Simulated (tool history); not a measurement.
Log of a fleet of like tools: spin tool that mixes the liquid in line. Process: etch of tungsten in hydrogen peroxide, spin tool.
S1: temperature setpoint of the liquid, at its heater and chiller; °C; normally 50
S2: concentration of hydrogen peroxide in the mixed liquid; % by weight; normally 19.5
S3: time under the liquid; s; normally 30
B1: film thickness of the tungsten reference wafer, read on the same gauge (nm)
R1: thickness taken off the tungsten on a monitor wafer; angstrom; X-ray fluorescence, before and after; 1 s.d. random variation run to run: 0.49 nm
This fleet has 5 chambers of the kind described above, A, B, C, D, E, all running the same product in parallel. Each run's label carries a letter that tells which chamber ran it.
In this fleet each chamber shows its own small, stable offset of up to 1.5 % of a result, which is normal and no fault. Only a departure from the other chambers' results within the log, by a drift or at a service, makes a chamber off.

Run 1B, hour 7: usual settings; B1 80.001. Result: R1 828.35 angstrom.
Run 2A, hour 18: usual settings; B1 80.027. Result: R1 821.47 angstrom.
Run 3D, hour 24.7: usual settings; B1 79.959. Result: R1 835.07 angstrom.
Run 4E, hour 38.1: usual settings; B1 80.006. Result: R1 820.18 angstrom.
At hour 39.7: chamber E: new drum of peroxide connected.
Run 5C, hour 51: usual settings; B1 80.04. Result: R1 829.63 angstrom.
Run 6A, hour 61.1: usual settings; B1 80. Result: R1 823.37 angstrom.
Run 7E, hour 74.1: usual settings; B1 80.015. Result: R1 835.75 angstrom.
At hour 76.4: chamber C: thermometer replaced.
Run 8C, hour 80.2: usual settings; B1 80.005. Result: R1 828.87 angstrom.
Run 9D, hour 87.1: usual settings; B1 79.985. Result: R1 855.68 angstrom.
Run 10B, hour 96.2: usual settings; B1 79.983. Result: R1 830.4 angstrom.
Run 11A, hour 106.5: usual settings; B1 80.019. Result: R1 828.64 angstrom.
Run 12D, hour 115.8: usual settings; B1 80.018. Result: R1 859.54 angstrom.
Run 13B, hour 122.9: usual settings; B1 80.006. Result: R1 828.28 angstrom.
Run 14C, hour 131.4: usual settings; B1 80.016. Result: R1 822.64 angstrom.
At hour 137.8: chamber E: heated supply line repaired.
Run 15E, hour 140.4: usual settings; B1 79.994. Result: R1 839.58 angstrom.
Run 16B, hour 148.6: usual settings; B1 79.981. Result: R1 827.05 angstrom.
Run 17A, hour 157.3: usual settings; B1 80. Result: R1 832.24 angstrom.
At hour 158.3: chamber A: peroxide flow meter replaced.
Run 18D, hour 168.8: usual settings; B1 80.033. Result: R1 863.59 angstrom.
Run 19C, hour 182.4: usual settings; B1 80.015. Result: R1 831.86 angstrom.
Run 20E, hour 189.5: usual settings; B1 79.983. Result: R1 825.92 angstrom.
Run 21D, hour 203: usual settings; B1 80.011. Result: R1 874.14 angstrom.
Run 22C, hour 211.8: usual settings; B1 80.03. Result: R1 827.72 angstrom.
Run 23B, hour 221.8: usual settings; B1 79.995. Result: R1 832.68 angstrom.
At hour 224.6: chamber E: thermometer replaced.
Run 24A, hour 233: usual settings; B1 79.993. Result: R1 824.33 angstrom.
Run 25E, hour 242.5: usual settings but S2 17 % by weight; B1 79.99. Result: R1 781.25 angstrom.
Run 26E, hour 253.5: usual settings but S2 17 % by weight; B1 79.994. Result: R1 766.74 angstrom.
Run 27B, hour 266.8: usual settings but S2 17 % by weight; B1 79.986. Result: R1 772.4 angstrom.
At hour 269.5: chamber E: peroxide flow meter replaced.
Run 28D, hour 273.6: usual settings but S2 17 % by weight; B1 80.009. Result: R1 842.29 angstrom.
Run 29A, hour 281.2: usual settings but S2 17 % by weight; B1 79.954. Result: R1 766.94 angstrom.
Run 30C, hour 287.8: usual settings; B1 79.982. Result: R1 822.48 angstrom.
Run 31D, hour 296.5: usual settings; B1 79.99. Result: R1 894.41 angstrom.
Run 32E, hour 308.6: usual settings; B1 79.999. Result: R1 817.6 angstrom.

All 5 chambers run these settings next. Forecast each chamber's results:
Run 33A, hour 318.4: usual settings but S3 50 s. Result: R1 ?.
Run 33B, hour 318.4: usual settings but S3 50 s. Result: R1 ?.
Run 33C, hour 318.4: usual settings but S3 50 s. Result: R1 ?.
Run 33D, hour 318.4: usual settings but S3 50 s. Result: R1 ?.
Run 33E, hour 318.4: usual settings but S3 50 s. Result: R1 ?.

run      R1
33A  1371.1
33B  1388.6
33C  1375.4
33D  1516.1
33E  1381.3

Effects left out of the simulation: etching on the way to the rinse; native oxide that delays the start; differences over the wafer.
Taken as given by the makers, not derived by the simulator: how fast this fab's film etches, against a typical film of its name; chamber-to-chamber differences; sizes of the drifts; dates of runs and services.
